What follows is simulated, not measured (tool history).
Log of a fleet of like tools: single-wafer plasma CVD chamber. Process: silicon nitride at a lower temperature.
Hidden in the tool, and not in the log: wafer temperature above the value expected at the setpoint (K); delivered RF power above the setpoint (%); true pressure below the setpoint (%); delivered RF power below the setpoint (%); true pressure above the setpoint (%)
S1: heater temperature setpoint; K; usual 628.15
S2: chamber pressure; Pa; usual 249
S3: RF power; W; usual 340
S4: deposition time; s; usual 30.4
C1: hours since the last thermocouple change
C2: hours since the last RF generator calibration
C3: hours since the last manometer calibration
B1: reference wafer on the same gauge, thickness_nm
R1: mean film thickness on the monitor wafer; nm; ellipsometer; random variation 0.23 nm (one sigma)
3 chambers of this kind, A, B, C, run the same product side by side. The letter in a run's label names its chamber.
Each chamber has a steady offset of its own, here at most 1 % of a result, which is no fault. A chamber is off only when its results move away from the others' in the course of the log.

| run | hour | S1 | S2 | S3 | S4 | C1 | C2 | C3 | B1 | R1 |
|---|---|---|---|---|---|---|---|---|---|---|
| 1C | 5.0 | 628.15 | 249 | 340 | 30.4 | 822.5 | 461.5 | 854.1 | 42.399 | 41.194 |
| 2B | 9.2 | 628.15 | 249 | 340 | 30.4 | 332.1 | 599.0 | 392.2 | 42.421 | 40.341 |
| 3A | 14.3 | 628.15 | 249 | 340 | 30.4 | 1241.5 | 602.5 | 2055.9 | 42.393 | 39.896 |
|  | 17.4 | chamber C: capacitance manometer re-zeroed and calibrated |
| 4C | 17.6 | 628.15 | 249 | 340 | 30.4 | 835.1 | 474.1 | 0.3 | 42.339 | 40.482 |
| 5A | 22.9 | 628.15 | 249 | 340 | 30.4 | 1250.1 | 611.1 | 2064.5 | 42.467 | 40.718 |
| 6B | 27.9 | 628.15 | 249 | 340 | 30.4 | 350.8 | 617.7 | 410.9 | 42.441 | 39.624 |
| 7A | 30.2 | 628.15 | 249 | 340 | 30.4 | 1257.4 | 618.4 | 2071.8 | 42.417 | 40.514 |
| 8C | 34.2 | 628.15 | 249 | 340 | 30.4 | 851.7 | 490.7 | 16.9 | 42.386 | 40.523 |
| 9B | 38.6 | 628.15 | 249 | 340 | 30.4 | 361.5 | 628.4 | 421.6 | 42.410 | 40.294 |
| 10B | 42.5 | 628.15 | 249 | 340 | 30.4 | 365.4 | 632.3 | 425.5 | 42.445 | 40.050 |
| 11A | 45.0 | 628.15 | 249 | 340 | 30.4 | 1272.2 | 633.2 | 2086.6 | 42.445 | 40.392 |
| 12C | 49.6 | 628.15 | 249 | 340 | 34.6 | 867.1 | 506.1 | 32.3 | 42.449 | 45.879 |
| 13A | 53.4 | 628.15 | 249 | 340 | 34.6 | 1280.6 | 641.6 | 2095.0 | 42.386 | 45.519 |
| 14B | 57.4 | 628.15 | 249 | 340 | 34.6 | 380.3 | 647.2 | 440.4 | 42.453 | 45.217 |
| 15C | 60.6 | 628.15 | 249 | 310 | 30.4 | 878.1 | 517.1 | 43.3 | 42.479 | 38.378 |
| 16B | 64.3 | 628.15 | 249 | 310 | 30.4 | 387.2 | 654.1 | 447.3 | 42.407 | 37.971 |
| 17C | 66.9 | 628.15 | 249 | 310 | 30.4 | 884.4 | 523.4 | 49.6 | 42.435 | 38.618 |
| 18A | 69.3 | 628.15 | 249 | 340 | 30.4 | 1296.5 | 657.5 | 2110.9 | 42.384 | 40.371 |
| 19C | 72.1 | 628.15 | 249 | 340 | 30.4 | 889.6 | 528.6 | 54.8 | 42.420 | 40.891 |
| 20B | 76.9 | 628.15 | 249 | 340 | 30.4 | 399.8 | 666.7 | 459.9 | 42.361 | 39.814 |
| 21A | 79.9 | 628.15 | 249 | 340 | 30.4 | 1307.1 | 668.1 | 2121.5 | 42.385 | 40.229 |
| 22B | 84.7 | 628.15 | 249 | 340 | 30.4 | 407.6 | 674.5 | 467.7 | 42.390 | 39.911 |
| 23C | 87.2 | 628.15 | 249 | 340 | 30.4 | 904.7 | 543.7 | 69.9 | 42.396 | 40.528 |
| 24A | 90.1 | 628.15 | 249 | 280 | 30.4 | 1317.3 | 678.3 | 2131.7 | 42.416 | 35.396 |
| 25A | 93.3 | 628.15 | 249 | 280 | 30.4 | 1320.5 | 681.5 | 2134.9 | 42.452 | 35.655 |
| 26B | 96.2 | 628.15 | 249 | 280 | 30.4 | 419.1 | 686.0 | 479.2 | 42.401 | 35.421 |
| 27C | 99.5 | 628.15 | 249 | 340 | 30.4 | 917.0 | 556.0 | 82.2 | 42.362 | 41.078 |

All 3 chambers run these settings next. Forecast each chamber's results:
| 28A | 103.4 | 639.15 | 249 | 340 | 30.4 |  |  |  |  | ? |
| 28B | 103.4 | 639.15 | 249 | 340 | 30.4 |  |  |  |  | ? |
| 28C | 103.4 | 639.15 | 249 | 340 | 30.4 |  |  |  |  | ? |

| run | R1 |
|---|---|
| 28A | 40.065 |
| 28B | 39.948 |
| 28C | 41.003 |

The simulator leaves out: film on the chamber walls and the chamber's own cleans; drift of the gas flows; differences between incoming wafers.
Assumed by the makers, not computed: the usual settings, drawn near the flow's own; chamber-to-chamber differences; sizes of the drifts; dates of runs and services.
